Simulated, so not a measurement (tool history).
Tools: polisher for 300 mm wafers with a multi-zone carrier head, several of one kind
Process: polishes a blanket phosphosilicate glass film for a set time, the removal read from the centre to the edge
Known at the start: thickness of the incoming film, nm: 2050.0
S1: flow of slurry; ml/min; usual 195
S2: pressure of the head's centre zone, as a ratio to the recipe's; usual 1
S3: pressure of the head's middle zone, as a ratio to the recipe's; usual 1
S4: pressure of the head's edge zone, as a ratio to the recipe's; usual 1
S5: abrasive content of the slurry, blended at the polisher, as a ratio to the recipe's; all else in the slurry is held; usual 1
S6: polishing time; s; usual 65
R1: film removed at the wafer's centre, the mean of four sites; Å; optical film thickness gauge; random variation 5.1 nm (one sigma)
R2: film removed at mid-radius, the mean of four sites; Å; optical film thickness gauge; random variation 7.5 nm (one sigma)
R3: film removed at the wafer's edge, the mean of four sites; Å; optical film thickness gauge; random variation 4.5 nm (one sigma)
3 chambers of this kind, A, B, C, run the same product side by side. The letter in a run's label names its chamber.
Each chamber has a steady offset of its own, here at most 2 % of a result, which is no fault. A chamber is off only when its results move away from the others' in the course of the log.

At hour 0.2: chamber B: worn pad replaced by a new one.
Run 1C, hour 6.5: usual settings. Result: R1 5361.4 Å, R2 5292.9 Å, R3 5350 Å.
Run 2A, hour 12.2: usual settings. Result: R1 5576.2 Å, R2 5387 Å, R3 5371.6 Å.
Run 3B, hour 19.5: usual settings. Result: R1 5313.9 Å, R2 5346.8 Å, R3 5395.5 Å.
Run 4A, hour 24.8: usual settings. Result: R1 5399.3 Å, R2 5328 Å, R3 5363.3 Å.
Run 5B, hour 30.3: usual settings. Result: R1 5398.8 Å, R2 5307.9 Å, R3 5354 Å.
Run 6C, hour 38.9: usual settings. Result: R1 5296.1 Å, R2 5379 Å, R3 5375.8 Å.
At hour 42.7: chamber B: edge zone pressure recalibrated.
Run 7A, hour 44.2: usual settings. Result: R1 5431.6 Å, R2 5418.9 Å, R3 5358.7 Å.
Run 8B, hour 50.9: usual settings but S4 1.05, S5 0.9. Result: R1 5101.9 Å, R2 5156.8 Å, R3 5328.6 Å.
Run 9C, hour 60.9: usual settings but S4 1.05, S5 0.9. Result: R1 5069.1 Å, R2 5126.9 Å, R3 5161.2 Å.
Run 10C, hour 66.7: usual settings but S4 1.05, S5 0.9. Result: R1 5065 Å, R2 5104.2 Å, R3 5188.2 Å.
At hour 67.6: chamber B: centre zone pressure recalibrated.
Run 11A, hour 78: usual settings but S2 0.88, S5 0.7. Result: R1 3909.1 Å, R2 4538.2 Å, R3 4411 Å.
At hour 86.4: chamber B: worn pad replaced by a new one.
Run 12B, hour 87: usual settings but S2 0.88, S5 0.7. Result: R1 3890.4 Å, R2 4524.1 Å, R3 4537.4 Å.
At hour 93.9: chamber C: slurry nozzle cleaned.
Run 13C, hour 94.3: usual settings but S2 0.88, S5 0.7. Result: R1 3830.2 Å, R2 4409.9 Å, R3 4481.8 Å.
At hour 98.4: chamber C: worn pad replaced by a new one.
At hour 104.6: chamber A: worn pad replaced by a new one.
Run 14A, hour 105.5: usual settings. Result: R1 5544.8 Å, R2 5424.6 Å, R3 5371.4 Å.
Run 15B, hour 112: usual settings but S4 1.09. Result: R1 5383.8 Å, R2 5321 Å, R3 5644.2 Å.
Run 16B, hour 120.3: usual settings but S4 1.09. Result: R1 5406.5 Å, R2 5303.5 Å, R3 5718.3 Å.
Run 17C, hour 131.1: usual settings but S4 1.09. Result: R1 5346.2 Å, R2 5456.4 Å, R3 5577.2 Å.
Run 18A, hour 137.9: usual settings. Result: R1 5472.4 Å, R2 5358.1 Å, R3 5442.7 Å.
Run 19B, hour 146.5: usual settings. Result: R1 5277.9 Å, R2 5432.3 Å, R3 5372.2 Å.
Run 20A, hour 154.7: usual settings. Result: R1 5491.2 Å, R2 5379.9 Å, R3 5250.8 Å.
Run 21C, hour 160.4: usual settings. Result: R1 5320.8 Å, R2 5378.9 Å, R3 5373.8 Å.
At hour 167.1: chamber A: centre zone pressure recalibrated.
Run 22A, hour 168.8: usual settings but S3 0.95. Result: R1 5368.2 Å, R2 5144.8 Å, R3 5309.3 Å.
At hour 171.4: chamber B: worn pad replaced by a new one.
Run 23C, hour 178.8: usual settings but S3 0.95. Result: R1 5345.3 Å, R2 4897.4 Å, R3 5413.5 Å.
Run 24B, hour 184: usual settings but S3 0.95. Result: R1 5382.7 Å, R2 5098.8 Å, R3 5382.9 Å.
Run 25B, hour 190.7: usual settings. Result: R1 5304.5 Å, R2 5449.4 Å, R3 5424.4 Å.

Is one chamber off against the others, does the gauge drift, or is nothing wrong? If a chamber is off, say which, and what the likeliest cause is.

No chamber stands off beyond its own small offset, and the gauge holds steady.

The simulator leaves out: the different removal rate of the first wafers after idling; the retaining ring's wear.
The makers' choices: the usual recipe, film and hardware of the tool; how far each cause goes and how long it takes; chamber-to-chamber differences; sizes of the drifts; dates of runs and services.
